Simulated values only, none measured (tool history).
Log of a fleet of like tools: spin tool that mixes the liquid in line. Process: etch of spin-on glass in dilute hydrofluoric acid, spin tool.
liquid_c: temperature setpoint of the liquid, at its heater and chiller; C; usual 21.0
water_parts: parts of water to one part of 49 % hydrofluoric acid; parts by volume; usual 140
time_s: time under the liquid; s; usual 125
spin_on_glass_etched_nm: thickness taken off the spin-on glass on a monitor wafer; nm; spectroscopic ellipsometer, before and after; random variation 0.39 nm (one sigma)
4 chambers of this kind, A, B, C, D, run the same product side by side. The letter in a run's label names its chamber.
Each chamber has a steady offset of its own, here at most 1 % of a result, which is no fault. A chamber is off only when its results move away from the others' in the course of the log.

run   hour  liquid_c  water_parts  time_s  hours since the thermometer was replaced  hours since the hydrofluoric acid flow meter was replaced  read-back film thickness of the spin-on glass reference wafer, read on the same gauge (nm)  spin_on_glass_etched_nm
 1B    4.8      21.0          140     125                                    1440.6                                                      575.7                                                                                      49.991                   51.781
 2C    9.6      21.0          140     125                                     210.5                                                       51.2                                                                                      49.987                   52.432
 3D   12.2      21.0          140     125                                    1066.4                                                       40.0                                                                                      50.010                   52.569
 4A   16.3      21.0          140     125                                    2273.1                                                       17.5                                                                                      50.021                   52.043
 5B   20.8      21.0          140     125                                    1456.6                                                      591.7                                                                                      50.002                   51.010
 6D   25.0      21.0          140     125                                    1079.2                                                       52.8                                                                                      49.983                   51.783
 7A   30.1      21.0          140     125                                    2286.9                                                       31.3                                                                                      49.981                   53.506
 8C   34.0      21.0          140     125                                     234.9                                                       75.6                                                                                      49.984                   52.070
 9A   39.0      21.0          140     125                                    2295.8                                                       40.2                                                                                      50.010                   51.975
10B   43.4      21.0          140     125                                    1479.2                                                      614.3                                                                                      49.989                   51.668
11C   48.3      23.5          140     125                                     249.2                                                       89.9                                                                                      50.027                   58.121
12D   52.0      23.5          140     125                                    1106.2                                                       79.8                                                                                      50.003                   57.293
13D   56.1      23.5          140     125                                    1110.3                                                       83.9                                                                                      50.020                   57.681
14A   58.5      23.5          140     125                                    2315.3                                                       59.7                                                                                      49.989                   57.316
15C   63.0      21.0          140     125                                     263.9                                                      104.6                                                                                      50.006                   52.511
16B   65.9      21.0          140     125                                    1501.7                                                      636.8                                                                                      49.989                   51.376
17B   70.0      21.0          140     125                                    1505.8                                                      640.9                                                                                      50.020                   52.101
18D   72.7      21.0          140     125                                    1126.9                                                      100.5                                                                                      50.003                   52.094
19A   75.6      21.0          140     125                                    2332.4                                                       76.8                                                                                      49.996                   51.979
20C   78.6      21.0          140     125                                     279.5                                                      120.2                                                                                      50.015                   52.145
21D   82.2      21.0          140     125                                    1136.4                                                      110.0                                                                                      49.982                   52.163
22B   84.5      21.0          140     125                                    1520.3                                                      655.4                                                                                      49.992                   51.650
23C   87.2      21.0          140     125                                     288.1                                                      128.8                                                                                      49.992                   51.944
24A   90.3      21.0          140     125                                    2347.1                                                       91.5                                                                                      50.002                   52.756
25B   93.6      21.0          140     125                                    1529.4                                                      664.5                                                                                      49.981                   51.614
26A   97.7      21.0           90      70                                    2354.5                                                       98.9                                                                                      49.995                   49.498
27C  102.4      21.0           90      70                                     303.3                                                      144.0                                                                                      49.981                   48.594
28D  106.9      21.0           90      70                                    1161.1                                                      134.7                                                                                      49.995                   48.786
29B  110.3      21.0           90      70                                    1546.1                                                      681.2                                                                                      50.012                   47.540
30A  114.3      21.0          140     125                                    2371.1                                                      115.5                                                                                      50.027                   52.986
31C  118.0      21.0          140     125                                     318.9                                                      159.6                                                                                      49.989                   52.442
32D  121.7      21.0          140     125                                    1175.9                                                      149.5                                                                                      50.009                   53.054
33C  125.9      21.0          140     125                                     326.8                                                      167.5                                                                                      50.002                   52.021
34B  130.5      21.0          140     125                                    1566.3                                                      701.4                                                                                      50.040                   51.513

All 4 chambers run these settings next. Forecast each chamber's results:
35A  134.2      17.0          140     125                                                                                                                                                                                                                         ?
35B  134.2      17.0          140     125                                                                                                                                                                                                                         ?
35C  134.2      17.0          140     125                                                                                                                                                                                                                         ?
35D  134.2      17.0          140     125                                                                                                                                                                                                                         ?

run  spin_on_glass_etched_nm
35A                   44.234
35B                   43.674
35C                   44.294
35D                   44.262
